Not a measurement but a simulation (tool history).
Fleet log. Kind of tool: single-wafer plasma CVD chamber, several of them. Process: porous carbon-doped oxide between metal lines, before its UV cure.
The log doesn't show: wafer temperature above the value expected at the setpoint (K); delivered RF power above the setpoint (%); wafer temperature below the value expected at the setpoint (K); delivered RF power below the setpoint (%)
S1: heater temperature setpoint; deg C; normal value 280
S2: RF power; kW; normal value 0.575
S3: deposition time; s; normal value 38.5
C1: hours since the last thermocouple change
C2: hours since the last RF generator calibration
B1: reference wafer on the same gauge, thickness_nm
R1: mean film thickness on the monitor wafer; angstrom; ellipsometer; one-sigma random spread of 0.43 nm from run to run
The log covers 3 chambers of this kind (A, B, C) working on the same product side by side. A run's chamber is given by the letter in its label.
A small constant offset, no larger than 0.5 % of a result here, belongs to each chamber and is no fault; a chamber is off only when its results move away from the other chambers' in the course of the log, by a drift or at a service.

{"run": "1A", "hour": 5.4, "S1": 280, "S2": 0.575, "S3": 38.5, "C1": 1758.5, "C2": 969.7, "B1": 284.01, "R1": 2566.0}
{"run": "2C", "hour": 13.4, "S1": 280, "S2": 0.575, "S3": 38.5, "C1": 1792.6, "C2": 1492.9, "B1": 283.9, "R1": 2557.5}
{"hour": 15.7, "done": "chamber A: RF generator calibrated"}
{"run": "3B", "hour": 22.9, "S1": 280, "S2": 0.575, "S3": 38.5, "C1": 767.0, "C2": 775.9, "B1": 283.8, "R1": 2567.1}
{"run": "4B", "hour": 32.8, "S1": 280, "S2": 0.575, "S3": 38.5, "C1": 776.9, "C2": 785.8, "B1": 283.73, "R1": 2566.6}
{"run": "5C", "hour": 41.6, "S1": 280, "S2": 0.575, "S3": 38.5, "C1": 1820.8, "C2": 1521.1, "B1": 283.64, "R1": 2549.2}
{"run": "6A", "hour": 46.7, "S1": 280, "S2": 0.575, "S3": 38.5, "C1": 1799.8, "C2": 31.1, "B1": 283.78, "R1": 2560.0}
{"run": "7C", "hour": 53.4, "S1": 280, "S2": 0.575, "S3": 38.5, "C1": 1832.6, "C2": 1532.9, "B1": 283.64, "R1": 2555.9}
{"run": "8B", "hour": 62.3, "S1": 280, "S2": 0.575, "S3": 38.5, "C1": 806.4, "C2": 815.3, "B1": 283.58, "R1": 2566.6}
{"run": "9A", "hour": 70.9, "S1": 280, "S2": 0.575, "S3": 38.5, "C1": 1824.0, "C2": 55.3, "B1": 283.37, "R1": 2559.9}
{"run": "10C", "hour": 76.4, "S1": 280, "S2": 0.575, "S3": 38.5, "C1": 1855.6, "C2": 1555.9, "B1": 283.38, "R1": 2550.0}
{"run": "11A", "hour": 86.4, "S1": 280, "S2": 0.575, "S3": 38.5, "C1": 1839.5, "C2": 70.8, "B1": 283.41, "R1": 2570.9}
{"run": "12B", "hour": 93.7, "S1": 280, "S2": 0.575, "S3": 38.5, "C1": 837.8, "C2": 846.7, "B1": 283.21, "R1": 2561.0}
{"run": "13A", "hour": 100.6, "S1": 280, "S2": 0.575, "S3": 38.5, "C1": 1853.7, "C2": 85.0, "B1": 283.21, "R1": 2555.8}
{"run": "14B", "hour": 105.9, "S1": 280, "S2": 0.575, "S3": 38.5, "C1": 850.0, "C2": 858.9, "B1": 283.11, "R1": 2554.7}
{"hour": 108.8, "done": "chamber A: thermocouple changed; heater temperature recalibrated"}
{"run": "15C", "hour": 111.5, "S1": 280, "S2": 0.575, "S3": 38.5, "C1": 1890.7, "C2": 1591.0, "B1": 283.22, "R1": 2548.4}
{"run": "16A", "hour": 120.3, "S1": 280, "S2": 0.65, "S3": 35.3, "C1": 11.5, "C2": 104.7, "B1": 283.17, "R1": 2548.1}
{"run": "17B", "hour": 129.3, "S1": 280, "S2": 0.65, "S3": 35.3, "C1": 873.4, "C2": 882.3, "B1": 283.04, "R1": 2538.8}
{"run": "18C", "hour": 136.1, "S1": 280, "S2": 0.65, "S3": 35.3, "C1": 1915.3, "C2": 1615.6, "B1": 283.04, "R1": 2527.7}
{"run": "19B", "hour": 143.3, "S1": 280, "S2": 0.575, "S3": 38.5, "C1": 887.4, "C2": 896.3, "B1": 282.76, "R1": 2550.9}
{"run": "20A", "hour": 150.3, "S1": 280, "S2": 0.575, "S3": 38.5, "C1": 41.5, "C2": 134.7, "B1": 282.8, "R1": 2567.0}
{"run": "21C", "hour": 160.7, "S1": 280, "S2": 0.575, "S3": 38.5, "C1": 1939.9, "C2": 1640.2, "B1": 282.75, "R1": 2549.6}
{"run": "22A", "hour": 170.4, "S1": 280, "S2": 0.575, "S3": 38.5, "C1": 61.6, "C2": 154.8, "B1": 282.78, "R1": 2560.8}
{"run": "23B", "hour": 176.7, "S1": 280, "S2": 0.575, "S3": 38.5, "C1": 920.8, "C2": 929.7, "B1": 282.67, "R1": 2549.8}
{"run": "24C", "hour": 181.5, "S1": 280, "S2": 0.575, "S3": 38.5, "C1": 1960.7, "C2": 1661.0, "B1": 282.66, "R1": 2538.2}
{"run": "25C", "hour": 187.4, "S1": 280, "S2": 0.575, "S3": 38.5, "C1": 1966.6, "C2": 1666.9, "B1": 282.65, "R1": 2540.8}
{"run": "26A", "hour": 192.1, "S1": 280, "S2": 0.575, "S3": 38.5, "C1": 83.3, "C2": 176.5, "B1": 282.53, "R1": 2557.3}
{"run": "27B", "hour": 198.7, "S1": 280, "S2": 0.575, "S3": 38.5, "C1": 942.8, "C2": 951.7, "B1": 282.57, "R1": 2549.3}
{"run": "28C", "hour": 204.8, "S1": 280, "S2": 0.575, "S3": 38.5, "C1": 1984.0, "C2": 1684.3, "B1": 282.5, "R1": 2538.3}
{"run": "29A", "hour": 211.1, "S1": 280, "S2": 0.575, "S3": 38.5, "C1": 102.3, "C2": 195.5, "B1": 282.45, "R1": 2553.3}
{"run": "30B", "hour": 217.4, "S1": 280, "S2": 0.575, "S3": 38.5, "C1": 961.5, "C2": 970.4, "B1": 282.44, "R1": 2546.1}
{"run": "31A", "hour": 223.9, "S1": 280, "S2": 0.575, "S3": 38.5, "C1": 115.1, "C2": 208.3, "B1": 282.28, "R1": 2557.1}
{"run": "32B", "hour": 230.5, "S1": 280, "S2": 0.575, "S3": 38.5, "C1": 974.6, "C2": 983.5, "B1": 282.25, "R1": 2551.4}
{"run": "33C", "hour": 238.4, "S1": 280, "S2": 0.575, "S3": 38.5, "C1": 2017.6, "C2": 1717.9, "B1": 282.33, "R1": 2534.0}
{"run": "34A", "hour": 243.2, "S1": 280, "S2": 0.575, "S3": 38.5, "C1": 134.4, "C2": 227.6, "B1": 282.13, "R1": 2552.7}
{"run": "35C", "hour": 248.4, "S1": 280, "S2": 0.575, "S3": 38.5, "C1": 2027.6, "C2": 1727.9, "B1": 282.19, "R1": 2539.0}
{"run": "36B", "hour": 257.6, "S1": 280, "S2": 0.575, "S3": 38.5, "C1": 1001.7, "C2": 1010.6, "B1": 282.13, "R1": 2551.3}

All 3 chambers run these settings next. Forecast each chamber's results:
{"run": "37A", "hour": 265.3, "S1": 280, "S2": 0.535, "S3": 38.5, "R1": "?"}
{"run": "37B", "hour": 265.3, "S1": 280, "S2": 0.535, "S3": 38.5, "R1": "?"}
{"run": "37C", "hour": 265.3, "S1": 280, "S2": 0.535, "S3": 38.5, "R1": "?"}

run=37A R1=2429.2
run=37B R1=2424.9
run=37C R1=2416.0
